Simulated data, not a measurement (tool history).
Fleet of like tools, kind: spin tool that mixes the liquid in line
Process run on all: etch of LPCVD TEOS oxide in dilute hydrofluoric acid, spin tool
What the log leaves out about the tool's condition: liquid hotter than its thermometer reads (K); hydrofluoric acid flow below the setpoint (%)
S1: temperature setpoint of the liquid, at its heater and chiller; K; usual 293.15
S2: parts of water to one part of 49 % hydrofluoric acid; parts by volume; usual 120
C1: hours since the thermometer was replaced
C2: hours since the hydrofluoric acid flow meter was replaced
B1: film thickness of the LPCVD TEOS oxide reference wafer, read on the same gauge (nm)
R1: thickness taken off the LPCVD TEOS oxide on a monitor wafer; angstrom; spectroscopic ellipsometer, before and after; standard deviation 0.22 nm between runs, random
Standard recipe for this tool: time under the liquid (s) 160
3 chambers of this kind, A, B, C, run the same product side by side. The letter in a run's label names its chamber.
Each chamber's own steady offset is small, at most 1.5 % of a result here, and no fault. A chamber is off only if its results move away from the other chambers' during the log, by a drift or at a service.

run 1B hour=4.3 | S1=293.15 S2=120 time_under_the_liquid_(s)=160 | C1=2461.3 C2=12.6 | B1=79.989 | R1=464.43
run 2A hour=6.7 | S1=293.15 S2=120 time_under_the_liquid_(s)=160 | C1=431.7 C2=1841.5 | B1=79.976 | R1=452.35
run 3C hour=9.7 | S1=293.15 S2=120 time_under_the_liquid_(s)=160 | C1=181.2 C2=160.4 | B1=80.027 | R1=452.81
run 4B hour=14.2 | S1=293.15 S2=120 time_under_the_liquid_(s)=160 | C1=2471.2 C2=22.5 | B1=80 | R1=459.87
run 5A hour=17.4 | S1=293.15 S2=120 time_under_the_liquid_(s)=160 | C1=442.4 C2=1852.2 | B1=79.987 | R1=449.76
run 6C hour=20.9 | S1=293.15 S2=120 time_under_the_liquid_(s)=160 | C1=192.4 C2=171.6 | B1=80.018 | R1=456.36
run 7C hour=23.7 | S1=293.15 S2=120 time_under_the_liquid_(s)=160 | C1=195.2 C2=174.4 | B1=80.025 | R1=453.14
run 8B hour=27.6 | S1=293.15 S2=120 time_under_the_liquid_(s)=160 | C1=2484.6 C2=35.9 | B1=79.985 | R1=464.11
run 9A hour=31.3 | S1=293.15 S2=120 time_under_the_liquid_(s)=160 | C1=456.3 C2=1866.1 | B1=79.991 | R1=451.44
-- hour=34.9 chamber B: thermometer replaced
run 10A hour=35 | S1=293.15 S2=120 time_under_the_liquid_(s)=215 | C1=460 C2=1869.8 | B1=79.967 | R1=611.26
run 11B hour=39.2 | S1=293.15 S2=120 time_under_the_liquid_(s)=215 | C1=4.4 C2=47.5 | B1=80.045 | R1=619.45
run 12C hour=42.4 | S1=293.15 S2=120 time_under_the_liquid_(s)=215 | C1=213.9 C2=193.1 | B1=79.957 | R1=601.66
run 13A hour=45.2 | S1=297.15 S2=120 time_under_the_liquid_(s)=235 | C1=470.2 C2=1880 | B1=79.981 | R1=779.39
run 14B hour=49.9 | S1=297.15 S2=120 time_under_the_liquid_(s)=235 | C1=15.1 C2=58.2 | B1=79.988 | R1=789.79
run 15C hour=54.3 | S1=297.15 S2=120 time_under_the_liquid_(s)=235 | C1=225.8 C2=205 | B1=79.996 | R1=773.56
run 16B hour=57.1 | S1=293.15 S2=160 time_under_the_liquid_(s)=200 | C1=22.3 C2=65.4 | B1=80.044 | R1=414.2
run 17C hour=59.6 | S1=293.15 S2=160 time_under_the_liquid_(s)=200 | C1=231.1 C2=210.3 | B1=79.991 | R1=404.82
run 18A hour=63.3 | S1=293.15 S2=160 time_under_the_liquid_(s)=200 | C1=488.3 C2=1898.1 | B1=80.057 | R1=408.68
run 19B hour=66 | S1=293.15 S2=120 time_under_the_liquid_(s)=160 | C1=31.2 C2=74.3 | B1=79.978 | R1=459.45
run 20A hour=69.4 | S1=293.15 S2=120 time_under_the_liquid_(s)=160 | C1=494.4 C2=1904.2 | B1=79.982 | R1=452.1
run 21C hour=71.6 | S1=290.15 S2=120 time_under_the_liquid_(s)=195 | C1=243.1 C2=222.3 | B1=80.014 | R1=482.34
run 22A hour=74.2 | S1=290.15 S2=120 time_under_the_liquid_(s)=195 | C1=499.2 C2=1909 | B1=80.03 | R1=483.43
run 23C hour=79 | S1=290.15 S2=120 time_under_the_liquid_(s)=195 | C1=250.5 C2=229.7 | B1=80.033 | R1=477.67
run 24B hour=82 | S1=293.15 S2=120 time_under_the_liquid_(s)=160 | C1=47.2 C2=90.3 | B1=79.994 | R1=466.24
run 25A hour=85.7 | S1=293.15 S2=120 time_under_the_liquid_(s)=160 | C1=510.7 C2=1920.5 | B1=79.968 | R1=452.91
run 26B hour=87.9 | S1=293.15 S2=120 time_under_the_liquid_(s)=160 | C1=53.1 C2=96.2 | B1=79.983 | R1=459.88
run 27C hour=90.3 | S1=293.15 S2=120 time_under_the_liquid_(s)=160 | C1=261.8 C2=241 | B1=80.009 | R1=441.19
run 28B hour=92.6 | S1=293.15 S2=120 time_under_the_liquid_(s)=160 | C1=57.8 C2=100.9 | B1=80.019 | R1=456.6
run 29C hour=97.4 | S1=293.15 S2=120 time_under_the_liquid_(s)=160 | C1=268.9 C2=248.1 | B1=79.999 | R1=440.91
run 30A hour=100 | S1=293.15 S2=120 time_under_the_liquid_(s)=160 | C1=525 C2=1934.8 | B1=79.973 | R1=449.78
run 31C hour=104.1 | S1=295.15 S2=120 time_under_the_liquid_(s)=160 | C1=275.6 C2=254.8 | B1=80.021 | R1=474.88
run 32B hour=106.2 | S1=295.15 S2=120 time_under_the_liquid_(s)=160 | C1=71.4 C2=114.5 | B1=79.995 | R1=494.91
run 33A hour=109.7 | S1=295.15 S2=120 time_under_the_liquid_(s)=160 | C1=534.7 C2=1944.5 | B1=79.991 | R1=488.24
run 34B hour=114.2 | S1=293.15 S2=120 time_under_the_liquid_(s)=160 | C1=79.4 C2=122.5 | B1=79.968 | R1=462.96
run 35C hour=118.7 | S1=293.15 S2=120 time_under_the_liquid_(s)=160 | C1=290.2 C2=269.4 | B1=79.961 | R1=437.17
run 36A hour=122.1 | S1=293.15 S2=120 time_under_the_liquid_(s)=160 | C1=547.1 C2=1956.9 | B1=80.029 | R1=448.46
run 37C hour=125.5 | S1=293.15 S2=120 time_under_the_liquid_(s)=160 | C1=297 C2=276.2 | B1=79.975 | R1=435.94
run 38B hour=128.4 | S1=293.15 S2=120 time_under_the_liquid_(s)=160 | C1=93.6 C2=136.7 | B1=80.008 | R1=459.7
run 39A hour=132.5 | S1=293.15 S2=120 time_under_the_liquid_(s)=160 | C1=557.5 C2=1967.3 | B1=79.958 | R1=448.15
run 40A hour=135 | S1=293.15 S2=80 time_under_the_liquid_(s)=160 | C1=560 C2=1969.8 | B1=80.029 | R1=708.17
run 41C hour=138 | S1=293.15 S2=80 time_under_the_liquid_(s)=160 | C1=309.5 C2=288.7 | B1=80.036 | R1=678.58
run 42B hour=140.3 | S1=293.15 S2=80 time_under_the_liquid_(s)=160 | C1=105.5 C2=148.6 | B1=80.01 | R1=716.39
run 43A hour=142.5 | S1=293.15 S2=120 time_under_the_liquid_(s)=160 | C1=567.5 C2=1977.3 | B1=80.013 | R1=452.76
run 44C hour=145.2 | S1=293.15 S2=120 time_under_the_liquid_(s)=160 | C1=316.7 C2=295.9 | B1=79.997 | R1=429.04

What goes on in this fleet: one chamber off, a drifting gauge, or nothing beyond the chambers' own small offsets? Name the chamber and the cause, if any.

Chamber C drifts away from the others.
What lies behind it: hydrofluoric acid flow below the setpoint (%) = 4.34.
The log may not tell that from: liquid colder than its thermometer reads (K).

Here are 4 candidates for chamber C's next run, each the usual settings with a change, their results left as question marks. Which one brings its results back in line with what the others give on the usual settings?
A result is in line if it is within this distance of the other chambers' mean on the usual settings: R1 7.6 angstrom
run 45C-1 hour=148.7 | S1=293.15 S2=115 time_under_the_liquid_(s)=170 | R1=?
run 45C-2 hour=148.7 | S1=291.65 S2=120 time_under_the_liquid_(s)=160 | R1=?
run 45C-3 hour=148.7 | S1=293.15 S2=120 time_under_the_liquid_(s)=170 | R1=?
run 45C-4 hour=148.7 | S1=292.65 S2=130 time_under_the_liquid_(s)=160 | R1=?

What the other chambers average on the usual settings: R1 456.47 angstrom
run=45C-1 R1=482.23
run=45C-2 R1=407.49
run=45C-3 R1=459.82
run=45C-4 R1=387.74
Change 45C-3 lands the chamber within the allowed miss of the other chambers.
